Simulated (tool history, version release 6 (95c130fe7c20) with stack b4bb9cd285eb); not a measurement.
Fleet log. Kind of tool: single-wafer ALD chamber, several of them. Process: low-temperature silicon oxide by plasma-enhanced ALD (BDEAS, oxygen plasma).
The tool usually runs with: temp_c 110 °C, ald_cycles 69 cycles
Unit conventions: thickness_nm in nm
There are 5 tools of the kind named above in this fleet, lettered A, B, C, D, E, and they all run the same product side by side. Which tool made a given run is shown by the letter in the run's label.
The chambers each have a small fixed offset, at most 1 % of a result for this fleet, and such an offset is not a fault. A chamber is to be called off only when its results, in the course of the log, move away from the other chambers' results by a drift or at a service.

| run | hour | temp_c | ald_cycles | read-back reference wafer on the same gauge, thickness_nm | thickness_nm |
|---|---|---|---|---|---|
| 1C | 7.4 | 110 | 69 | 9.4834 | 9.7102 |
| 2A | 16.5 | 110 | 69 | 9.4819 | 9.6762 |
| 3D | 30.2 | 110 | 69 | 9.4888 | 9.6585 |
| 4E | 42.9 | 110 | 69 | 9.4837 | 9.7052 |
| 5B | 57.2 | 110 | 69 | 9.4883 | 9.7548 |
| 6C | 64.3 | 110 | 69 | 9.4896 | 9.6836 |
| 7E | 72.7 | 110 | 69 | 9.4900 | 9.7273 |
| 8D | 84.1 | 110 | 69 | 9.4896 | 9.6342 |
| 9A | 92.3 | 110 | 69 | 9.4934 | 9.6833 |
| 10B | 106.2 | 110 | 69 | 9.4912 | 9.7732 |
| 11B | 118.1 | 110 | 69 | 9.4935 | 9.7697 |
| 12E | 126.3 | 110 | 69 | 9.4973 | 9.7358 |
| 13A | 139.8 | 110 | 69 | 9.5011 | 9.6959 |
| 14C | 147.3 | 110 | 69 | 9.5008 | 9.7059 |
| 15D | 155.9 | 110 | 69 | 9.5023 | 9.6469 |
| 16B | 170.2 | 110 | 56 | 9.5048 | 7.9153 |
| 17E | 178.4 | 110 | 56 | 9.4993 | 7.9134 |
| 18A | 190.2 | 110 | 56 | 9.5047 | 7.8754 |
| 19D | 196.7 | 110 | 56 | 9.5052 | 7.8550 |
| 20C | 205.2 | 110 | 56 | 9.5050 | 7.8853 |
| 21A | 218.4 | 110 | 69 | 9.5097 | 9.7182 |
| 22B | 225.1 | 110 | 69 | 9.5105 | 9.7763 |
| 23C | 237.3 | 110 | 69 | 9.5144 | 9.7195 |
| 24E | 249.8 | 119 | 69 | 9.5152 | 9.5874 |
| 25D | 262.9 | 119 | 69 | 9.5157 | 9.5169 |
| 26A | 271.2 | 119 | 69 | 9.5171 | 9.5630 |
| 27B | 280.7 | 119 | 69 | 9.5135 | 9.6156 |
| 28C | 287.5 | 119 | 69 | 9.5198 | 9.5641 |
| 29E | 300.9 | 110 | 69 | 9.5192 | 9.7467 |
| 30D | 312.2 | 110 | 69 | 9.5207 | 9.7058 |
| 31C | 322.5 | 110 | 69 | 9.5269 | 9.7292 |
| 32B | 330.1 | 110 | 69 | 9.5286 | 9.7996 |
| 33D | 339.9 | 110 | 69 | 9.5224 | 9.7266 |
| 34A | 348.6 | 110 | 69 | 9.5259 | 9.7227 |
| 35E | 359.7 | 110 | 69 | 9.5307 | 9.7862 |
| 36C | 372.8 | 110 | 69 | 9.5317 | 9.7482 |
| 37D | 386.3 | 110 | 69 | 9.5347 | 9.6810 |

What goes on in this fleet: one chamber off, a drifting gauge, or nothing beyond the chambers' own small offsets? Name the chamber and the cause, if any.

None of the chambers is off. What moves is the gauge, dragging all their readings along together.
What lies behind it: gauge reads high (%) = 0.56.

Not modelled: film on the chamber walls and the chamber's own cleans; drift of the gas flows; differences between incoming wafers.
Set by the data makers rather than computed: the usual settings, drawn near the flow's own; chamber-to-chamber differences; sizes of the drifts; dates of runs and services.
